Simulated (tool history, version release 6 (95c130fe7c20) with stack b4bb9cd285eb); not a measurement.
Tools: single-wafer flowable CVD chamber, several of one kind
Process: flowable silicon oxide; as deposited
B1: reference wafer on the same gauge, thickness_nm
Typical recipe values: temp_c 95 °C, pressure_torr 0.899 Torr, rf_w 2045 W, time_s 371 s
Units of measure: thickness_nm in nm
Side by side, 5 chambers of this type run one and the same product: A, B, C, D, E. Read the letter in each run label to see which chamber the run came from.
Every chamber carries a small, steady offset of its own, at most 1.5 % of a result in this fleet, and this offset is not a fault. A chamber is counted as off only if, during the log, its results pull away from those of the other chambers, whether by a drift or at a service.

{"run": "1E", "hour": 9.6, "temp_c": 95, "pressure_torr": 0.899, "rf_w": 2045, "time_s": 371, "B1": 337.15, "thickness_nm": 310.89}
{"run": "2D", "hour": 17.8, "temp_c": 95, "pressure_torr": 0.899, "rf_w": 2045, "time_s": 371, "B1": 337.16, "thickness_nm": 308.44}
{"run": "3B", "hour": 29.0, "temp_c": 95, "pressure_torr": 0.899, "rf_w": 2045, "time_s": 371, "B1": 336.96, "thickness_nm": 310.77}
{"run": "4C", "hour": 36.7, "temp_c": 95, "pressure_torr": 0.899, "rf_w": 2045, "time_s": 371, "B1": 336.68, "thickness_nm": 311.57}
{"run": "5A", "hour": 47.2, "temp_c": 95, "pressure_torr": 0.899, "rf_w": 2045, "time_s": 371, "B1": 336.93, "thickness_nm": 309.2}
{"run": "6C", "hour": 59.0, "temp_c": 95, "pressure_torr": 0.966, "rf_w": 2045, "time_s": 433, "B1": 336.75, "thickness_nm": 392.29}
{"hour": 59.4, "done": "chamber E: capacitance manometer re-zeroed and calibrated"}
{"run": "7B", "hour": 72.6, "temp_c": 95, "pressure_torr": 0.966, "rf_w": 2045, "time_s": 433, "B1": 337.09, "thickness_nm": 393.63}
{"run": "8E", "hour": 82.5, "temp_c": 95, "pressure_torr": 0.966, "rf_w": 2045, "time_s": 433, "B1": 337.47, "thickness_nm": 398.09}
{"run": "9A", "hour": 91.0, "temp_c": 95, "pressure_torr": 0.966, "rf_w": 2045, "time_s": 433, "B1": 336.62, "thickness_nm": 394.41}
{"hour": 103.4, "done": "chamber C: RF generator calibrated"}
{"run": "10D", "hour": 105.5, "temp_c": 95, "pressure_torr": 0.966, "rf_w": 2045, "time_s": 433, "B1": 337.12, "thickness_nm": 389.72}
{"run": "11B", "hour": 116.2, "temp_c": 95, "pressure_torr": 0.899, "rf_w": 2045, "time_s": 371, "B1": 336.97, "thickness_nm": 310.84}
{"run": "12A", "hour": 124.9, "temp_c": 95, "pressure_torr": 0.899, "rf_w": 2045, "time_s": 371, "B1": 336.77, "thickness_nm": 305.12}
{"run": "13E", "hour": 131.8, "temp_c": 95, "pressure_torr": 0.899, "rf_w": 2045, "time_s": 371, "B1": 337.55, "thickness_nm": 307.92}
{"hour": 132.3, "done": "chamber E: RF generator calibrated"}
{"run": "14C", "hour": 144.5, "temp_c": 95, "pressure_torr": 0.899, "rf_w": 1815, "time_s": 303, "B1": 336.84, "thickness_nm": 244.62}
{"hour": 147.1, "done": "chamber A: RF generator calibrated"}
{"run": "15D", "hour": 157.4, "temp_c": 95, "pressure_torr": 0.899, "rf_w": 1815, "time_s": 303, "B1": 337.14, "thickness_nm": 249.19}
{"run": "16C", "hour": 165.3, "temp_c": 95, "pressure_torr": 0.899, "rf_w": 1815, "time_s": 303, "B1": 336.47, "thickness_nm": 244.98}
{"run": "17B", "hour": 174.7, "temp_c": 95, "pressure_torr": 0.899, "rf_w": 1815, "time_s": 303, "B1": 336.9, "thickness_nm": 247.83}
{"hour": 178.1, "done": "chamber E: thermocouple changed; heater temperature recalibrated"}
{"run": "18A", "hour": 184.7, "temp_c": 95, "pressure_torr": 0.899, "rf_w": 1815, "time_s": 303, "B1": 337.19, "thickness_nm": 247.38}
{"run": "19E", "hour": 193.6, "temp_c": 95, "pressure_torr": 0.899, "rf_w": 2045, "time_s": 371, "B1": 336.74, "thickness_nm": 307.27}
{"run": "20D", "hour": 200.3, "temp_c": 95, "pressure_torr": 0.899, "rf_w": 2045, "time_s": 371, "B1": 336.82, "thickness_nm": 312.5}
{"run": "21C", "hour": 208.4, "temp_c": 95, "pressure_torr": 0.899, "rf_w": 2045, "time_s": 371, "B1": 337.35, "thickness_nm": 309.74}
{"run": "22E", "hour": 222.6, "temp_c": 95, "pressure_torr": 0.899, "rf_w": 2045, "time_s": 371, "B1": 336.6, "thickness_nm": 307.9}
{"run": "23B", "hour": 234.2, "temp_c": 95, "pressure_torr": 0.899, "rf_w": 2045, "time_s": 371, "B1": 337.13, "thickness_nm": 306.81}
{"run": "24A", "hour": 243.9, "temp_c": 95, "pressure_torr": 0.899, "rf_w": 2045, "time_s": 371, "B1": 337.17, "thickness_nm": 309.79}
{"hour": 249.8, "done": "chamber B: thermocouple changed; heater temperature recalibrated"}
{"run": "25D", "hour": 252.1, "temp_c": 95, "pressure_torr": 0.899, "rf_w": 2045, "time_s": 371, "B1": 337.25, "thickness_nm": 312.26}
{"run": "26A", "hour": 266.1, "temp_c": 95, "pressure_torr": 0.899, "rf_w": 2045, "time_s": 371, "B1": 336.76, "thickness_nm": 309.54}
{"run": "27E", "hour": 280.8, "temp_c": 95, "pressure_torr": 0.899, "rf_w": 2045, "time_s": 371, "B1": 337.01, "thickness_nm": 309.63}
{"run": "28B", "hour": 294.0, "temp_c": 95, "pressure_torr": 0.899, "rf_w": 2045, "time_s": 371, "B1": 337.22, "thickness_nm": 310.78}
{"run": "29D", "hour": 305.6, "temp_c": 95, "pressure_torr": 0.899, "rf_w": 2045, "time_s": 371, "B1": 337.32, "thickness_nm": 312.66}
{"run": "30C", "hour": 315.2, "temp_c": 95, "pressure_torr": 0.899, "rf_w": 2045, "time_s": 371, "B1": 337.26, "thickness_nm": 305.73}
{"run": "31C", "hour": 328.8, "temp_c": 95, "pressure_torr": 0.899, "rf_w": 2045, "time_s": 371, "B1": 337.06, "thickness_nm": 305.49}
{"run": "32B", "hour": 338.3, "temp_c": 95, "pressure_torr": 0.899, "rf_w": 2045, "time_s": 371, "B1": 336.92, "thickness_nm": 309.62}

Predict what each chamber gives when all 5 of them run the settings below next.
{"run": "33A", "hour": 349.1, "temp_c": 95, "pressure_torr": 0.899, "rf_w": 2045, "time_s": 371, "thickness_nm": "?"}
{"run": "33B", "hour": 349.1, "temp_c": 95, "pressure_torr": 0.899, "rf_w": 2045, "time_s": 371, "thickness_nm": "?"}
{"run": "33C", "hour": 349.1, "temp_c": 95, "pressure_torr": 0.899, "rf_w": 2045, "time_s": 371, "thickness_nm": "?"}
{"run": "33D", "hour": 349.1, "temp_c": 95, "pressure_torr": 0.899, "rf_w": 2045, "time_s": 371, "thickness_nm": "?"}
{"run": "33E", "hour": 349.1, "temp_c": 95, "pressure_torr": 0.899, "rf_w": 2045, "time_s": 371, "thickness_nm": "?"}

run=33A thickness_nm=305.09
run=33B thickness_nm=309.93
run=33C thickness_nm=304.92
run=33D thickness_nm=309.77
run=33E thickness_nm=311.15

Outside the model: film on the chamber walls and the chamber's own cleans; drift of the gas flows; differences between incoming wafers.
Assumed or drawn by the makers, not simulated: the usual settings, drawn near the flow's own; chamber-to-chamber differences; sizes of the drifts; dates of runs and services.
